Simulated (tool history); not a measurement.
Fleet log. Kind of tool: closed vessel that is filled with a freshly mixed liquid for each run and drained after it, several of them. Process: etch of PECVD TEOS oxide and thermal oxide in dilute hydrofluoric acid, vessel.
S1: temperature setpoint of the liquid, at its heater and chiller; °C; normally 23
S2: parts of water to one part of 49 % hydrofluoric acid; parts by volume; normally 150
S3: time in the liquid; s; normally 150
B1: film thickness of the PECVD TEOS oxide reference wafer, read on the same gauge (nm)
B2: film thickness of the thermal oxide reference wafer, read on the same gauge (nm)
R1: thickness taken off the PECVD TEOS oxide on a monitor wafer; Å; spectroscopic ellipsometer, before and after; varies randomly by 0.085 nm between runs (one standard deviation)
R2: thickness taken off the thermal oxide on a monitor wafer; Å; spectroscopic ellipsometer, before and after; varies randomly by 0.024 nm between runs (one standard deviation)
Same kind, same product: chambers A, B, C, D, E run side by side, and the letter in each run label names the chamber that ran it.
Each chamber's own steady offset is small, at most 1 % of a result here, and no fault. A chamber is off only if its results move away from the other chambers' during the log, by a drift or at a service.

run,hour,S1,S2,S3,B1,B2,R1,R2
1C,5.7,23,150,150,29.985,130.02,131.3,43.929
2B,17,23,150,150,30.003,129.97,133.43,43.141
3D,26.9,23,150,150,29.989,129.99,132.26,43.865
4A,36.6,23,150,150,30.026,130.03,132.62,43.108
5E,44,23,150,150,30.012,130,130.14,43.111
6B,53.1,23,150,150,29.994,129.98,135.3,43.58
7D,60.2,23,150,150,29.996,130.01,130.63,44.011
8E,68.6,23,90,65,30.013,129.98,102.93,34.134
9C,78.7,23,90,65,29.997,130.01,103.47,34.817
10A,87.2,23,90,65,29.991,130.01,103.95,33.958
11C,93,23,90,65,30.008,129.97,103.67,34.448
12B,104.2,23,90,65,30.005,129.98,104.16,33.888
13A,109.3,23,150,150,29.993,129.99,132.33,43.673
14E,118.4,23,150,150,30.007,130.02,131.98,43.212
# hour 121.6: chamber E: hydrofluoric acid flow meter replaced
15D,126.9,23,150,150,30.008,130.01,131.77,44.074
16B,134.1,23,150,150,30.012,129.98,134.41,43.074
17C,145.3,23,150,225,29.993,130.06,196.74,66.101
18A,150.3,23,150,225,30.015,129.99,200.64,64.519
19D,156.1,23,150,225,30.016,129.99,197.27,65.806
20E,167.5,23,150,225,29.996,130,196.36,65.646
21C,174.4,23,150,225,30.022,130.02,196.81,65.61
22E,182.7,23,150,150,30.008,130.02,132.82,43.179
23B,190.6,23,150,150,29.971,129.98,133.25,43.143
24A,196.7,27.5,110,150,29.999,130.02,228.88,73.682
25D,206.1,27.5,110,150,29.999,129.97,222.71,73.704
26B,214.4,27.5,110,150,29.991,129.99,228.14,74.72
27A,222.1,27.5,110,150,30.012,130,225.38,73.184
28D,228.8,27.5,110,150,30.003,129.99,225.22,75.436
29C,240,23,150,150,30.005,129.98,131.52,43.908
30E,250.2,23,150,150,29.972,130,132.31,43.175
31A,259.9,23,150,150,29.984,129.99,134.25,43.436

Is one chamber out of step, is the gauge drifting, or do the chambers differ by no more than their own small offsets? For an off chamber, give its letter and the likeliest cause.

Neither any chamber nor the gauge drifts; the chambers differ only by their own small, steady offsets.
